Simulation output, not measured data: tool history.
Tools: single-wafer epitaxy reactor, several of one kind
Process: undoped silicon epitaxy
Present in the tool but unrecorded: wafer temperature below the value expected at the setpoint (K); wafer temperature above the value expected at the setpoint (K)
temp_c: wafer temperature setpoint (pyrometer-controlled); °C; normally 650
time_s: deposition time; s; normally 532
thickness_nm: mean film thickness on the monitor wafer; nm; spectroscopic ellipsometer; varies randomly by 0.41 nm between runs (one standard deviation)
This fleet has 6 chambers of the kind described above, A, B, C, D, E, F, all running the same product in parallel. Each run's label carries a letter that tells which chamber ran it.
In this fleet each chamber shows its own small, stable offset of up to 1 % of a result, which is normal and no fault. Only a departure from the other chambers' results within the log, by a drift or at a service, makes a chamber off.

run	hour	temp_c	time_s	hours since the last pyrometer calibration	read-back reference wafer on the same gauge, thickness_nm	thickness_nm
1C	6.1	650	532	900.0	83.408	89.690
2A	9.2	650	532	838.3	83.243	88.458
3B	14.5	650	532	557.8	83.440	89.226
4E	18.0	650	532	1346.5	83.315	89.579
5D	24.9	650	532	544.9	83.324	88.738
6F	30.6	650	532	1734.5	83.336	87.714
7F	34.0	656	532	1737.9	83.231	101.400
8D	38.8	656	532	558.8	83.336	101.190
9C	43.6	656	532	937.5	83.350	102.620
10B	48.2	656	532	591.5	83.364	102.780
11A	53.3	656	532	882.4	83.196	101.730
12E	57.6	656	532	1386.1	83.260	102.300
13A	63.0	650	567	892.1	83.367	94.586
14B	68.1	650	567	611.4	83.306	95.329
15E	73.0	650	567	1401.5	83.300	94.918
16F	79.8	650	567	1783.7	83.241	94.163
17D	85.2	650	567	605.2	83.291	93.789
18C	90.0	650	567	983.9	83.278	95.472
19A	93.7	650	532	922.8	83.222	88.940
20E	100.4	650	532	1428.9	83.265	89.346
21B	103.5	639	532	646.8	83.305	70.344
22F	108.3	639	532	1812.2	83.343	69.914
23D	113.5	639	532	633.5	83.311	69.938
24C	118.3	639	532	1012.2	83.390	69.231
25A	122.6	639	532	951.7	83.248	69.692
26D	128.0	639	532	648.0	83.379	69.958
27B	132.8	636	447	676.1	83.203	55.293
28F	136.4	636	447	1840.3	83.277	55.024
29C	142.3	636	447	1036.2	83.286	54.780
30E	146.0	636	447	1474.5	83.245	54.398
31F	150.0	636	447	1853.9	83.339	54.514
32E	153.2	636	447	1481.7	83.370	54.545
33D	159.6	650	532	679.6	83.266	88.574
34C	165.3	650	532	1059.2	83.325	89.488
35A	171.9	650	532	1001.0	83.355	89.561
36B	177.8	650	532	721.1	83.276	89.940
37E	182.5	650	532	1511.0	83.270	89.706
38F	186.1	650	532	1890.0	83.198	88.158
39C	191.1	650	532	1085.0	83.395	90.119
40B	195.6	650	532	738.9	83.255	89.538
41A	199.2	650	532	1028.3	83.227	88.906
42D	203.4	645	611	723.4	83.359	90.802
43C	208.3	645	611	1102.2	83.254	92.394

Read the log: is a single chamber off, either drifting away or since a service, is the gauge that measures every chamber drifting, or is nothing wrong beyond small per-chamber offsets? Name any odd chamber and what most likely caused it.

Nothing is wrong: each chamber keeps only its own small, steady offset and the gauge holds still.

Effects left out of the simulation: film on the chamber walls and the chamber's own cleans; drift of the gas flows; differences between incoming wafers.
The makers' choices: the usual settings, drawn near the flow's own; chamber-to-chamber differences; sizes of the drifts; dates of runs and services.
